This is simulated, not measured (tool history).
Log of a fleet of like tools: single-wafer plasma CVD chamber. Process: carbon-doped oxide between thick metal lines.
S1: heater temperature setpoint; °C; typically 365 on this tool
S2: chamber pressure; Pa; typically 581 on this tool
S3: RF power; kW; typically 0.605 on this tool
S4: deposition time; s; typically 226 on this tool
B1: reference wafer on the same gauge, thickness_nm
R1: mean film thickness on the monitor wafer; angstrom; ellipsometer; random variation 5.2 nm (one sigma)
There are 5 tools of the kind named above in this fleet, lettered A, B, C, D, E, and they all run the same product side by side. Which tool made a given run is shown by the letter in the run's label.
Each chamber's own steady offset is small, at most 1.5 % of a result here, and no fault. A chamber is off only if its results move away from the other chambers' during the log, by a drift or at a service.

Run 1B, hour 14.2: usual settings; B1 1070.8. Result: R1 11976 angstrom.
Run 2D, hour 22.4: usual settings; B1 1069.8. Result: R1 11874 angstrom.
Run 3C, hour 31.9: usual settings; B1 1069.8. Result: R1 12031 angstrom.
Run 4A, hour 41.5: usual settings; B1 1069.2. Result: R1 12018 angstrom.
Run 5E, hour 50.8: usual settings; B1 1069.7. Result: R1 12066 angstrom.
Run 6B, hour 62.2: usual settings; B1 1069.5. Result: R1 12226 angstrom.
Run 7A, hour 72.6: usual settings but S3 0.650 kW; B1 1069.2. Result: R1 12550 angstrom.
Run 8C, hour 81.5: usual settings but S3 0.650 kW; B1 1070.9. Result: R1 12642 angstrom.
Run 9E, hour 96.5: usual settings but S3 0.650 kW; B1 1068.3. Result: R1 12548 angstrom.
Run 10D, hour 104.3: usual settings but S3 0.650 kW; B1 1069.5. Result: R1 12429 angstrom.
Run 11D, hour 115.7: usual settings but S3 0.650 kW; B1 1070.3. Result: R1 12533 angstrom.
Run 12E, hour 123.3: usual settings; B1 1069.6. Result: R1 11933 angstrom.
Run 13A, hour 138.6: usual settings; B1 1069.8. Result: R1 12055 angstrom.
Run 14C, hour 150.5: usual settings; B1 1069.3. Result: R1 12042 angstrom.
Run 15B, hour 162.8: usual settings but S4 199 s; B1 1068.9. Result: R1 10721 angstrom.
At hour 171.2: chamber E: RF generator calibrated.
Run 16C, hour 175.0: usual settings but S4 199 s; B1 1069.2. Result: R1 10482 angstrom.
Run 17A, hour 191.1: usual settings but S4 199 s; B1 1069.9. Result: R1 10640 angstrom.
Run 18D, hour 203.0: usual settings but S4 199 s; B1 1069.8. Result: R1 10523 angstrom.
Run 19B, hour 215.2: usual settings but S4 199 s; B1 1070.5. Result: R1 10591 angstrom.
Run 20E, hour 227.9: usual settings; B1 1070.5. Result: R1 11973 angstrom.
Run 21A, hour 242.5: usual settings; B1 1071.1. Result: R1 11990 angstrom.
Run 22E, hour 250.1: usual settings; B1 1070.0. Result: R1 11894 angstrom.
Run 23B, hour 265.7: usual settings; B1 1070.9. Result: R1 12054 angstrom.
Run 24D, hour 274.6: usual settings; B1 1069.9. Result: R1 11949 angstrom.
Run 25C, hour 289.7: usual settings; B1 1070.2. Result: R1 11900 angstrom.
Run 26B, hour 297.0: usual settings; B1 1070.2. Result: R1 12123 angstrom.
Run 27D, hour 305.6: usual settings; B1 1071.4. Result: R1 11981 angstrom.
Run 28A, hour 318.4: usual settings but S1 377 °C; B1 1069.9. Result: R1 11699 angstrom.
Run 29C, hour 326.6: usual settings but S1 377 °C; B1 1069.4. Result: R1 11642 angstrom.
Run 30E, hour 338.2: usual settings but S1 377 °C; B1 1070.0. Result: R1 11725 angstrom.
Run 31D, hour 353.3: usual settings but S1 377 °C; B1 1069.9. Result: R1 11598 angstrom.
Run 32C, hour 368.3: usual settings but S1 377 °C; B1 1069.0. Result: R1 11563 angstrom.
Run 33A, hour 377.5: usual settings; B1 1071.6. Result: R1 12005 angstrom.
Run 34B, hour 387.7: usual settings but S1 374 °C, S4 207 s; B1 1069.4. Result: R1 10867 angstrom.
Run 35E, hour 403.0: usual settings but S1 374 °C, S4 207 s; B1 1070.0. Result: R1 10770 angstrom.
At hour 403.6: chamber E: thermocouple changed; heater temperature recalibrated.
Run 36D, hour 411.4: usual settings but S1 374 °C, S4 207 s; B1 1069.6. Result: R1 10665 angstrom.
Run 37E, hour 421.6: usual settings but S1 374 °C, S4 207 s; B1 1070.4. Result: R1 10816 angstrom.
Run 38C, hour 431.5: usual settings but S1 374 °C, S4 207 s; B1 1070.1. Result: R1 10579 angstrom.
Run 39B, hour 438.8: usual settings; B1 1070.2. Result: R1 12047 angstrom.
Run 40A, hour 452.8: usual settings; B1 1070.6. Result: R1 12048 angstrom.
Run 41A, hour 461.5: usual settings; B1 1069.7. Result: R1 11991 angstrom.
Run 42B, hour 470.6: usual settings; B1 1070.2. Result: R1 12045 angstrom.

For the next run the whole fleet of 5 chambers uses the same settings. Give each chamber's results:
Run 43A, hour 482.4: usual settings but S4 212 s. Result: R1 ?.
Run 43B, hour 482.4: usual settings but S4 212 s. Result: R1 ?.
Run 43C, hour 482.4: usual settings but S4 212 s. Result: R1 ?.
Run 43D, hour 482.4: usual settings but S4 212 s. Result: R1 ?.
Run 43E, hour 482.4: usual settings but S4 212 s. Result: R1 ?.

run     R1
43A  11239
43B  11273
43C  10997
43D  11137
43E  11188
